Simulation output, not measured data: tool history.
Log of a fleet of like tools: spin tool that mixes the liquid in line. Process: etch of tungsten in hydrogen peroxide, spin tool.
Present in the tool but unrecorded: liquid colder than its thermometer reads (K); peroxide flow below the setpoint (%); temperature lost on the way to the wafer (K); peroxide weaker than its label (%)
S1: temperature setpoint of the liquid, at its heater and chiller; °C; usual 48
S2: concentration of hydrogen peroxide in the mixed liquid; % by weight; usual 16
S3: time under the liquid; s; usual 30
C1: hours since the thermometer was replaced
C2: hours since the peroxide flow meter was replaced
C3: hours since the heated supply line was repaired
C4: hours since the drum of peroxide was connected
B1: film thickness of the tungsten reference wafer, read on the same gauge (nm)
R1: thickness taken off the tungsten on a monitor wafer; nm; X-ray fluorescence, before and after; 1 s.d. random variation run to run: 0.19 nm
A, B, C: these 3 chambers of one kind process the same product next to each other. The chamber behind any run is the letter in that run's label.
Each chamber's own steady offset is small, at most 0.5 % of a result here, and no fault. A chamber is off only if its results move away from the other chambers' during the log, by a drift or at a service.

run,day,S1,S2,S3,C1,C2,C3,C4,B1,R1
1A,0.412,48,16,30,1183.6,381.6,364.1,179.5,110.02,44.816
2B,0.608,48,16,30,31.3,1410.7,2000,198,110,44.379
3C,0.904,48,16,30,2060,1578.3,2187.7,457.7,110,44.014
4B,1.258,48,16,30,46.9,1426.3,2015.6,213.6,110.02,44.301
5A,1.446,48,16,30,1208.4,406.4,388.9,204.3,109.99,45.084
6C,1.675,48,16,30,2078.5,1596.8,2206.2,476.2,110,44.343
7B,1.925,48,16,30,62.9,1442.3,2031.6,229.6,109.98,44.206
8A,2.262,48,16,30,1228,426,408.5,223.9,109.99,44.746
9C,2.546,48,19.5,30,2099.4,1617.7,2227.1,497.1,110.01,48.669
10B,2.854,48,19.5,30,85.2,1464.6,2053.9,251.9,110.01,49.273
11A,3.225,48,19.5,30,1251.1,449.1,431.6,247,110.02,49.317
12C,3.633,48,16,30,2125.5,1643.8,2253.2,523.2,109.98,44.212
13B,4.029,48,16,30,113.4,1492.8,2082.1,280.1,109.97,43.919
14A,4.371,48,12,30,1278.6,476.6,459.1,274.5,109.99,39.024
# day 4.717: chamber C: peroxide flow meter replaced
15C,4.762,48,12,30,2152.6,1.2,2280.3,550.3,110.01,38.142
# day 5.067: chamber B: new drum of peroxide connected
16A,5.104,48,12,30,1296.2,494.2,476.7,292.1,109.98,38.819
17C,5.442,48,16,30,2168.9,17.5,2296.6,566.6,110.03,44.206
18B,5.762,48,20.5,50,155,1534.4,2123.7,16.7,109.99,83.662
19A,6.054,48,20.5,50,1319,517,499.5,314.9,110.02,85.113
20B,6.238,48,20.5,50,166.4,1545.8,2135.1,28.1,110,83.199
21C,6.633,48,16,30,2197.5,46.1,2325.2,595.2,110,44.163
22C,7.029,53.5,16,30,2207,55.6,2334.7,604.7,110,62.691
23A,7.229,53.5,16,30,1347.2,545.2,527.7,343.1,110.02,62.225
24B,7.479,53.5,16,30,196.2,1575.6,2164.9,57.9,110.01,61.48
25A,7.825,48,16,45,1361.5,559.5,542,357.4,110.01,66.775
26B,8.025,48,16,45,209.3,1588.7,2178,71,109.98,66.862
27C,8.388,48,16,45,2239.6,88.2,2367.3,637.3,110.01,66.153
28C,8.708,48,16,30,2247.3,95.9,2375,645,109.99,44.482
29B,8.908,48,16,30,230.5,1609.9,2199.2,92.2,110.01,44.244

The same settings go to every chamber for the next run, one line per chamber below. Forecast the results for each:
30A,9.208,48,16,45,,,,,,?
30B,9.208,48,16,45,,,,,,?
30C,9.208,48,16,45,,,,,,?

run,R1
30A,66.966
30B,66.313
30C,66.604

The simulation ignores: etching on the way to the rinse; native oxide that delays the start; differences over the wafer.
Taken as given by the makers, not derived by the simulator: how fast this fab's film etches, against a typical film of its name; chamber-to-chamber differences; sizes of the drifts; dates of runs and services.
